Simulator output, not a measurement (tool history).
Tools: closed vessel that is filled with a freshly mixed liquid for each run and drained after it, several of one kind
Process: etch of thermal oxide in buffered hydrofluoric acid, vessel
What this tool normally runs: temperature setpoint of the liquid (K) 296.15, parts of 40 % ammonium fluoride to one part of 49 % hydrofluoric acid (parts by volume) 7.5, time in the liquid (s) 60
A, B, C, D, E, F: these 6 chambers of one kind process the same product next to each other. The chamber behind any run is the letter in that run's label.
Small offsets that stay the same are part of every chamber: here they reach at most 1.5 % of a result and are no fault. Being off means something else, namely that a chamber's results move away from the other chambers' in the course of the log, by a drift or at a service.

run   hour  temperature setpoint of the liquid (K)  parts of 40 % ammonium fluoride to one part of 49 % hydrofluoric acid (parts by volume)  time in the liquid (s)  read-back film thickness of the thermal oxide reference wafer, read on the same gauge (nm)  thickness taken off the thermal oxide on a monitor wafer (nm)
 1E    9.5                                  296.15                                                                                      7.5                      60                                                                                       70.01                                                         83.914
 2B   18.9                                  296.15                                                                                      7.5                      60                                                                                      70.012                                                         84.975
 3A   26.3                                  296.15                                                                                      7.5                      60                                                                                      69.985                                                         83.224
 4F   33.1                                  296.15                                                                                      7.5                      60                                                                                      69.998                                                         83.591
 5D     44                                  296.15                                                                                      7.5                      60                                                                                      70.024                                                         83.745
 6C   55.1                                  296.15                                                                                      7.5                      60                                                                                      70.011                                                         84.425
 7B   61.1                                  296.15                                                                                      7.5                      60                                                                                      70.018                                                          84.78
 8A   70.3                                  296.15                                                                                      7.5                      30                                                                                      70.021                                                         41.317
 9D   80.6                                  296.15                                                                                      7.5                      30                                                                                      70.006                                                         41.445
10E   90.6                                  296.15                                                                                      7.5                      30                                                                                      70.013                                                         42.667
11C   97.2                                  296.15                                                                                      7.5                      30                                                                                      69.991                                                         42.536
12F  106.1                                  296.15                                                                                      7.5                      30                                                                                      69.989                                                         41.655
13F    113                                  296.15                                                                                      7.5                      30                                                                                      70.014                                                         41.966
14D  120.1                                  296.15                                                                                      7.5                      60                                                                                      69.977                                                         83.694
15C  126.7                                  296.15                                                                                      7.5                      60                                                                                      69.999                                                          84.02
16E  132.5                                  296.15                                                                                      7.5                      60                                                                                      70.017                                                         85.366
17B  140.8                                  296.15                                                                                      7.5                      60                                                                                      69.992                                                         85.174
18A  151.8                                  296.15                                                                                      7.5                      60                                                                                      70.026                                                         83.403
19E  162.5                                  296.15                                                                                      7.5                      80                                                                                      69.988                                                         112.67
20B  168.3                                  296.15                                                                                      7.5                      80                                                                                      70.003                                                          113.7
21D  178.1                                  296.15                                                                                      7.5                      80                                                                                      70.002                                                            110
22C    185                                  296.15                                                                                      7.5                      80                                                                                      69.964                                                          110.9
23A  196.5                                  296.15                                                                                      7.5                      80                                                                                      69.986                                                         111.66
24F  205.8                                  296.15                                                                                      7.5                      80                                                                                      70.006                                                         114.84
25A  216.6                                  296.15                                                                                      7.5                      60                                                                                      69.983                                                          82.55
26B  226.1                                  297.65                                                                                      7.5                      60                                                                                      69.987                                                         93.118
27E  235.6                                  297.65                                                                                      7.5                      60                                                                                      70.022                                                         91.562
28C  241.5                                  297.65                                                                                      7.5                      60                                                                                      70.025                                                         91.858
29F    250                                  297.65                                                                                      7.5                      60                                                                                      69.999                                                         94.864
30D  257.8                                  297.65                                                                                      7.5                      60                                                                                      70.001                                                          89.45
31B  266.4                                  297.65                                                                                      7.5                      60                                                                                      69.991                                                         92.005
32F  275.5                                  296.15                                                                                      7.5                      60                                                                                      69.976                                                         88.638
33C  281.5                                  296.15                                                                                      7.5                      60                                                                                      70.003                                                         84.082
     288.8  -- chamber A: thermometer replaced
34D  289.8                                  296.15                                                                                      7.5                      60                                                                                      69.991                                                         82.838
35E    296                                  296.15                                                                                      7.5                      60                                                                                      69.995                                                         84.863
36A  306.2                                  296.15                                                                                      7.5                      60                                                                                      70.003                                                         83.767
     312.7  -- chamber E: thermometer replaced
37E  315.4                                  296.15                                                                                      7.5                      60                                                                                      70.013                                                         84.759

Which is it: a chamber that has drifted or been left off by a service, a gauge drift common to all chambers, or only each chamber's usual small offset? If a chamber is off, name it and its likeliest cause.

It is chamber F that slowly wanders off from its peers.
Most likely cause: hydrofluoric acid flow above the setpoint (%) = 7.21.
The log may not tell that from: liquid hotter than its thermometer reads (K).

Chamber F could run next with any of the 4 candidate recipes listed below; each alters the usual settings, and their results appear as question marks. Which one brings its results back in line with what the other chambers deliver on the usual settings?
In line means no further than this from the other chambers' mean on the usual settings: thickness taken off the thermal oxide on a monitor wafer (nm) 2.2
38F-1  323.9                                  299.15                                                                                      7.5                      60                                                                                                                                                          ?
38F-2  323.9                                  296.15                                                                                      7.5                      65                                                                                                                                                          ?
38F-3  323.9                                  296.15                                                                                        8                      60                                                                                                                                                          ?
38F-4  323.9                                  296.15                                                                                        8                      55                                                                                                                                                          ?

The other chambers' mean on the usual settings: thickness taken off the thermal oxide on a monitor wafer (nm) 83.977
  run  thickness taken off the thermal oxide on a monitor wafer (nm)
38F-1                                                            106
38F-2                                                         97.587
38F-3                                                          83.95
38F-4                                                         76.954
Change 38F-3 lands the chamber within the allowed miss of the other chambers.

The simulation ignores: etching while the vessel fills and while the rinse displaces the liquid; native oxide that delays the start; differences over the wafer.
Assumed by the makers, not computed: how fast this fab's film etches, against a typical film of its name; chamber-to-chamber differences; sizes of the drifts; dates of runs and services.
